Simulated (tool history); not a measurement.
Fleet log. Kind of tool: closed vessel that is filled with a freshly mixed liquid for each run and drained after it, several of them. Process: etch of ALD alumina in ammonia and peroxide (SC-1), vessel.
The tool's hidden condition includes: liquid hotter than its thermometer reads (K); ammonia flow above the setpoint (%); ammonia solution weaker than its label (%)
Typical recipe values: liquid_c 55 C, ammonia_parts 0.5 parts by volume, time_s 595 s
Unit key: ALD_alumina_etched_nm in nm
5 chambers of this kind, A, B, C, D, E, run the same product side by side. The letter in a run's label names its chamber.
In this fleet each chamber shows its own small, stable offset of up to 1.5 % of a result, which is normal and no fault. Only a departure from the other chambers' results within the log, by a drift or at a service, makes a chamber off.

| run | hour | liquid_c | ammonia_parts | time_s | hours since the thermometer was replaced | hours since the ammonia flow meter was replaced | hours since the drum of ammonia solution was connected | read-back film thickness of the ALD alumina reference wafer, read on the same gauge (nm) | ALD_alumina_etched_nm |
|---|---|---|---|---|---|---|---|---|---|
| 1C | 10.2 | 55 | 0.5 | 595 | 1837.2 | 641 | 884.3 | 69.975 | 48.672 |
| 2E | 16.7 | 55 | 0.5 | 595 | 1019.5 | 2007.9 | 152.6 | 70.035 | 48.596 |
| 3B | 24 | 55 | 0.5 | 595 | 460.7 | 59.6 | 785.9 | 69.974 | 48.843 |
|  | 24.9 | chamber D: new drum of ammonia solution connected |
|  | 25.8 | chamber C: new drum of ammonia solution connected |
| 4D | 34.5 | 55 | 0.5 | 595 | 150.9 | 205 | 9.6 | 70.021 | 49.334 |
| 5A | 42.9 | 55 | 0.5 | 595 | 1199.9 | 563.4 | 206.3 | 69.979 | 48.458 |
| 6A | 51.6 | 55 | 0.5 | 595 | 1208.6 | 572.1 | 215 | 69.965 | 48.484 |
| 7D | 59.3 | 55 | 0.5 | 595 | 175.7 | 229.8 | 34.4 | 70.013 | 49.98 |
| 8C | 70.4 | 55 | 0.5 | 595 | 1897.4 | 701.2 | 44.7 | 70.028 | 49.401 |
| 9B | 82 | 55 | 0.5 | 595 | 518.7 | 117.6 | 843.9 | 70.01 | 49.788 |
| 10E | 91.6 | 55 | 0.5 | 595 | 1094.4 | 2082.8 | 227.5 | 69.979 | 48.196 |
| 11C | 98.9 | 55 | 0.65 | 300 | 1925.9 | 729.7 | 73.2 | 70.03 | 25.276 |
| 12B | 106.2 | 55 | 0.65 | 300 | 542.9 | 141.8 | 868.1 | 69.969 | 26.024 |
| 13E | 111.8 | 55 | 0.65 | 300 | 1114.6 | 2103 | 247.7 | 70.005 | 24.914 |
| 14A | 119.3 | 55 | 0.65 | 300 | 1276.3 | 639.8 | 282.7 | 70.01 | 25.118 |
| 15D | 128.9 | 55 | 0.65 | 300 | 245.3 | 299.4 | 104 | 70.006 | 25.406 |
| 16C | 134.3 | 55 | 0.5 | 595 | 1961.3 | 765.1 | 108.6 | 69.989 | 50.012 |
| 17E | 142.9 | 55 | 0.5 | 595 | 1145.7 | 2134.1 | 278.8 | 70.026 | 48.107 |
| 18B | 153.4 | 55 | 0.5 | 310 | 590.1 | 189 | 915.3 | 70.016 | 26.506 |
| 19D | 159.4 | 55 | 0.5 | 310 | 275.8 | 329.9 | 134.5 | 70.005 | 25.513 |
| 20A | 167.8 | 55 | 0.5 | 310 | 1324.8 | 688.3 | 331.2 | 69.991 | 25.347 |
| 21C | 178 | 55 | 0.5 | 310 | 2005 | 808.8 | 152.3 | 69.993 | 25.765 |
| 22E | 183.3 | 55 | 0.5 | 310 | 1186.1 | 2174.5 | 319.2 | 70.002 | 25.126 |
| 23B | 194.2 | 62.5 | 0.5 | 770 | 630.9 | 229.8 | 956.1 | 70.017 | 99.471 |
| 24D | 203.5 | 62.5 | 0.5 | 770 | 319.9 | 374 | 178.6 | 70.02 | 93.486 |
| 25A | 212.5 | 62.5 | 0.5 | 770 | 1369.5 | 733 | 375.9 | 70.007 | 91.875 |
| 26B | 224.1 | 62.5 | 0.5 | 770 | 660.8 | 259.7 | 986 | 69.961 | 99.932 |
| 27E | 231.1 | 62.5 | 0.5 | 770 | 1233.9 | 2222.3 | 367 | 70 | 90.851 |
| 28A | 238.2 | 55 | 0.5 | 595 | 1395.2 | 758.7 | 401.6 | 69.978 | 47.594 |
| 29D | 246.7 | 55 | 0.5 | 595 | 363.1 | 417.2 | 221.8 | 69.968 | 48.945 |
| 30C | 255.1 | 55 | 0.5 | 595 | 2082.1 | 885.9 | 229.4 | 69.986 | 49.814 |

One chamber off, gauge drift, or nothing amiss beyond the chambers' own small offsets? If it is a chamber, which one, and what is the likeliest cause?

It is chamber B that slowly wanders off from its peers.
What lies behind it: liquid hotter than its thermometer reads (K) = 2.03.

Which of the 4 candidates below, each the usual settings with something changed and its results left as question marks, puts chamber B back in line with what the other chambers give on the usual settings?
A result is in line if it is within this distance of the other chambers' mean on the usual settings: ALD_alumina_etched_nm 1.4 nm
| 31B-1 | 263.6 | 54.5 | 0.5 | 580 |  |  |  |  | ? |
| 31B-2 | 263.6 | 56 | 0.5 | 630 |  |  |  |  | ? |
| 31B-3 | 263.6 | 55 | 0.75 | 595 |  |  |  |  | ? |
| 31B-4 | 263.6 | 54 | 0.5 | 560 |  |  |  |  | ? |

Mean of the other chambers on the usual settings: ALD_alumina_etched_nm 48.711 nm
| run | ALD_alumina_etched_nm |
|---|---|
| 31B-1 | 51.651 |
| 31B-2 | 60.589 |
| 31B-3 | 56.48 |
| 31B-4 | 48.574 |
It is 31B-4 that realigns the chamber with its peers.
